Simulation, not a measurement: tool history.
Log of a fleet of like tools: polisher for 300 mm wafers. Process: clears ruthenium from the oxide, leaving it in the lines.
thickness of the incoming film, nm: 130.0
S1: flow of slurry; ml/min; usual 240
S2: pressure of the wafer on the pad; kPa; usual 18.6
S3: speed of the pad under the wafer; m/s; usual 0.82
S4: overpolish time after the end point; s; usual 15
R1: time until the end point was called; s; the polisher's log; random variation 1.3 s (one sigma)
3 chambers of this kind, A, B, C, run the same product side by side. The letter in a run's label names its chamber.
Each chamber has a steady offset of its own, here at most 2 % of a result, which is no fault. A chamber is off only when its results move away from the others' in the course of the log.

At day 0.038: chamber A: slurry nozzle cleaned.
Run 1A, day 0.183: usual settings. Result: R1 95.878 s.
Run 2B, day 0.312: usual settings. Result: R1 97.669 s.
Run 3C, day 0.421: usual settings. Result: R1 97.123 s.
Run 4B, day 0.592: usual settings. Result: R1 94.803 s.
At day 0.712: chamber A: head pressure recalibrated.
Run 5C, day 0.721: usual settings. Result: R1 97.629 s.
Run 6A, day 0.917: usual settings but S2 22.8 kPa, S4 8 s. Result: R1 79.840 s.
At day 0.942: chamber C: worn pad replaced by a new one.
Run 7B, day 1.046: usual settings but S2 22.8 kPa, S4 8 s. Result: R1 78.135 s.
Run 8C, day 1.167: usual settings but S2 22.8 kPa, S4 8 s. Result: R1 80.465 s.
Run 9A, day 1.400: usual settings. Result: R1 97.890 s.
Run 10C, day 1.579: usual settings. Result: R1 98.619 s.
Run 11A, day 1.746: usual settings. Result: R1 96.983 s.
Run 12B, day 1.979: usual settings. Result: R1 98.834 s.
At day 2.083: chamber A: worn pad replaced by a new one.
Run 13A, day 2.158: usual settings. Result: R1 97.567 s.
Run 14B, day 2.367: usual settings. Result: R1 96.469 s.
Run 15C, day 2.608: usual settings. Result: R1 94.821 s.
Run 16B, day 2.829: usual settings. Result: R1 95.871 s.
Run 17C, day 3.012: usual settings. Result: R1 97.208 s.
Run 18A, day 3.138: usual settings. Result: R1 99.267 s.
Run 19B, day 3.254: usual settings. Result: R1 96.240 s.
Run 20A, day 3.367: usual settings. Result: R1 97.580 s.
Run 21C, day 3.542: usual settings. Result: R1 98.880 s.
At day 3.721: chamber C: worn pad replaced by a new one.
Run 22B, day 3.742: usual settings. Result: R1 94.141 s.
Run 23A, day 3.929: usual settings. Result: R1 97.372 s.
Run 24C, day 4.083: usual settings. Result: R1 96.908 s.
Run 25B, day 4.192: usual settings. Result: R1 97.226 s.
At day 4.225: chamber B: worn pad replaced by a new one.
Run 26A, day 4.425: usual settings. Result: R1 96.843 s.
Run 27C, day 4.567: usual settings. Result: R1 99.954 s.
Run 28C, day 4.688: usual settings. Result: R1 97.577 s.
Run 29B, day 4.825: usual settings. Result: R1 97.033 s.
Run 30A, day 4.988: usual settings. Result: R1 98.302 s.
Run 31B, day 5.096: usual settings. Result: R1 95.731 s.
Run 32A, day 5.238: usual settings but S2 13.1 kPa, S4 22 s. Result: R1 138.980 s.
Run 33C, day 5.392: usual settings but S2 13.1 kPa, S4 22 s. Result: R1 139.950 s.

Next, every chamber runs the same settings. What will each give?
Run 34A, day 5.567: usual settings. Result: R1 ?.
Run 34B, day 5.567: usual settings. Result: R1 ?.
Run 34C, day 5.567: usual settings. Result: R1 ?.

run      R1
34A  96.334
34B  96.131
34C  98.524
